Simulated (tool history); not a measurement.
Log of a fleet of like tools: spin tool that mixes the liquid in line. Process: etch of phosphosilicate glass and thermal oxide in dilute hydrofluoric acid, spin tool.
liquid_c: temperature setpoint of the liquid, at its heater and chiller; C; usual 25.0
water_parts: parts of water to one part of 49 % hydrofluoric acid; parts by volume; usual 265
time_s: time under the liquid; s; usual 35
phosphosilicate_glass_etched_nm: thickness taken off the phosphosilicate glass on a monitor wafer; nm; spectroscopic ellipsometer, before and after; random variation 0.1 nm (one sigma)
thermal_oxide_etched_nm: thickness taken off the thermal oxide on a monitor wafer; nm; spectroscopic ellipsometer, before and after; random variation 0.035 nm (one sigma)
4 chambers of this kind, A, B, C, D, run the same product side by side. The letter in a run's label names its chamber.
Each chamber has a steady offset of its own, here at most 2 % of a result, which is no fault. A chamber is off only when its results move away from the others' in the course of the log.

run	hour	liquid_c	water_parts	time_s	hours since the thermometer was replaced	hours since the hydrofluoric acid flow meter was replaced	read-back film thickness of the phosphosilicate glass reference wafer, read on the same gauge (nm)	read-back film thickness of the thermal oxide reference wafer, read on the same gauge (nm)	phosphosilicate_glass_etched_nm	thermal_oxide_etched_nm
1B	7.1	25.0	265	35	383.5	432.4	130.01	89.981	11.8090	0.55311
2D	11.8	25.0	265	35	424.9	334.5	129.99	90.018	11.7950	0.52384
# hour 12.6: chamber C: thermometer replaced
3C	16.2	25.0	265	35	3.7	39.5	129.98	90.053	11.7760	0.50150
4A	22.9	25.0	265	35	905.6	1845.8	129.97	89.967	11.7030	0.55624
5D	27.3	25.0	265	35	440.4	350.0	130.02	90.016	11.7880	0.51322
6C	31.4	25.0	265	35	18.9	54.7	130.01	90.033	11.7440	0.56689
7A	35.4	25.0	265	35	918.1	1858.3	130.01	89.955	11.7450	0.52642
8B	38.7	25.0	265	35	415.1	464.0	130.01	90.008	11.7040	0.56925
9D	44.4	25.0	265	45	457.5	367.1	129.98	90.016	15.2570	0.68527
10B	48.0	25.0	265	45	424.4	473.3	130.03	89.980	15.2610	0.65762
11A	53.9	25.0	265	45	936.6	1876.8	130.01	89.987	14.7780	0.62427
12C	57.8	25.0	265	45	45.3	81.1	129.97	89.968	15.0720	0.66749
13D	64.6	25.0	265	35	477.7	387.3	129.98	90.008	11.7890	0.49944
14A	70.1	25.0	265	35	952.8	1893.0	130.01	90.002	11.5500	0.55057
15C	73.8	25.0	265	50	61.3	97.1	130.04	89.983	16.6770	0.71141
16B	79.8	25.0	265	50	456.2	505.1	129.99	90.028	16.8870	0.75629
17B	85.8	25.0	265	50	462.2	511.1	129.99	90.010	16.8920	0.80253
18D	92.2	25.0	265	50	505.3	414.9	129.99	90.012	17.0160	0.75260
19A	97.7	25.0	265	35	980.4	1920.6	130.04	89.983	11.2170	0.56927
20C	103.3	25.0	265	35	90.8	126.6	130.04	89.989	11.9440	0.50089
21D	109.4	25.0	265	35	522.5	432.1	130.02	90.000	11.7210	0.56772
22C	113.8	25.0	265	35	101.3	137.1	129.94	89.975	11.8180	0.51746
23A	118.2	25.0	265	35	1000.9	1941.1	129.97	89.950	11.0970	0.40811
24B	125.3	27.5	375	35	501.7	550.6	130.00	90.046	8.0822	0.35349

Is one chamber off against the others, does the gauge drift, or is nothing wrong? If a chamber is off, say which, and what the likeliest cause is.

Chamber A drifts away from the others.
Cause: liquid colder than its thermometer reads (K) = 2.17.
The log may not tell that from: hydrofluoric acid flow below the setpoint (%).

Here are 4 candidates for chamber A's next run, each the usual settings with a change, their results left as question marks. Which one brings its results back in line with what the others give on the usual settings?
In line means no further than this from the other chambers' mean on the usual settings: phosphosilicate_glass_etched_nm 0.3500 nm; thermal_oxide_etched_nm 0.12000 nm
25A-1	130.7	25.0	250	35					?	?
25A-2	130.7	25.0	260	35					?	?
25A-3	130.7	25.0	270	35					?	?
25A-4	130.7	25.0	280	35					?	?

The other chambers' mean on the usual settings: phosphosilicate_glass_etched_nm 11.7810 nm; thermal_oxide_etched_nm 0.53101 nm
run	phosphosilicate_glass_etched_nm	thermal_oxide_etched_nm
25A-1	11.8590	0.52297
25A-2	11.2820	0.49752
25A-3	10.7510	0.47411
25A-4	10.2600	0.45243
25A-1 brings the chamber back in line.
